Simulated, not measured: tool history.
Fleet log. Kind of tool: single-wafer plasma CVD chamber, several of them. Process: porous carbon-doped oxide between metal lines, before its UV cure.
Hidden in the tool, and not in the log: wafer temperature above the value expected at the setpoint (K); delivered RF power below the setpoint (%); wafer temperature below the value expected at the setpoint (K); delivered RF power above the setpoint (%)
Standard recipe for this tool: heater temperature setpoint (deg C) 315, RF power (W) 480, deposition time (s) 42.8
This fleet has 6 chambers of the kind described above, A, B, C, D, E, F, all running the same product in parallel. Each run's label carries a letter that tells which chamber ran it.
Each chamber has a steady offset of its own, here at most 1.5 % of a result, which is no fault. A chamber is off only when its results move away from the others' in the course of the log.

run,hour,heater temperature setpoint (deg C),RF power (W),deposition time (s),hours since the last thermocouple change,hours since the last RF generator calibration,"read-back reference wafer on the same gauge, thickness_nm",mean film thickness on the monitor wafer (angstrom)
1E,6,315,480,42.8,1856.7,368,222.05,2052.2
2F,11.8,315,480,42.8,539.2,295.1,222.01,2077.9
3B,17,315,480,42.8,1650.4,1019.1,222.03,2063.6
4D,24.6,315,480,42.8,843.9,1448.5,222.16,2061
5A,30.7,315,480,42.8,469.2,623.1,222.24,2045.1
6C,34.1,315,480,42.8,1013,1431,222.2,2077.2
7B,40.3,315,480,42.8,1673.7,1042.4,222.23,2061.4
8E,45.1,315,480,42.8,1895.8,407.1,222.32,2052.2
9D,49.6,315,480,42.8,868.9,1473.5,222.32,2064.4
10A,53,315,480,45.6,491.5,645.4,222.29,2180.6
11C,58.8,315,480,45.6,1037.7,1455.7,222.26,2213.8
12F,64.8,315,480,45.6,592.2,348.1,222.35,2211.2
13F,69,315,480,45.6,596.4,352.3,222.43,2211.6
14C,73.8,315,480,45.6,1052.7,1470.7,222.45,2206.8
15E,78.7,315,480,45.6,1929.4,440.7,222.45,2192.1
16A,85.1,315,480,42.8,523.6,677.5,222.48,2054.6
17B,90.3,306,480,36.2,1723.7,1092.4,222.55,1840.2
18D,93.9,306,480,36.2,913.2,1517.8,222.49,1840.7
19D,97.4,306,480,36.2,916.7,1521.3,222.57,1843.2
20E,103.4,306,480,36.2,1954.1,465.4,222.64,1834.2
21F,108,306,480,36.2,635.4,391.3,222.65,1856.8
22C,113.2,306,480,36.2,1092.1,1510.1,222.7,1847.6
23B,120.4,315,480,42.8,1753.8,1122.5,222.74,2064.3
24A,125.2,315,480,42.8,563.7,717.6,222.71,2053.8
25D,131.4,315,480,42.8,950.7,1555.3,222.79,2069.5
26E,134.8,315,480,42.8,1985.5,496.8,222.76,2060.6
27A,140,315,480,42.8,578.5,732.4,222.79,2055.4
28B,144.5,315,480,42.8,1777.9,1146.6,222.85,2068.3
29C,151.6,315,480,42.8,1130.5,1548.5,222.9,2081.2
30F,157.7,315,480,42.8,685.1,441,222.94,2085.1
31A,162.8,315,480,42.8,601.3,755.2,222.98,2058.7
32E,166.9,315,480,37.4,2017.6,528.9,223.03,1804.2
33D,173.3,315,480,37.4,992.6,1597.2,223.08,1815
34C,178,315,480,37.4,1156.9,1574.9,223.02,1831.8
35B,183.8,315,480,37.4,1817.2,1185.9,223.11,1813.5
36F,190.2,315,480,37.4,717.6,473.5,223.11,1834.8
37F,195.9,315,480,37.4,723.3,479.2,223.17,1828.2
38E,201.1,315,480,42.8,2051.8,563.1,223.14,2061.7
39A,206.8,315,480,42.8,645.3,799.2,223.19,2057.8
40D,211.7,315,480,42.8,1031,1635.6,223.19,2075.5
41C,216.5,315,480,42.8,1195.4,1613.4,223.24,2089.3
42B,220.2,311,480,34.8,1853.6,1222.3,223.22,1728.6

Next, every chamber runs the same settings. What will each give?
43A,225.8,315,480,42.8,,,,?
43B,225.8,315,480,42.8,,,,?
43C,225.8,315,480,42.8,,,,?
43D,225.8,315,480,42.8,,,,?
43E,225.8,315,480,42.8,,,,?
43F,225.8,315,480,42.8,,,,?

run,mean film thickness on the monitor wafer (angstrom)
43A,2063.3
43B,2073.4
43C,2090.1
43D,2072
43E,2063
43F,2086
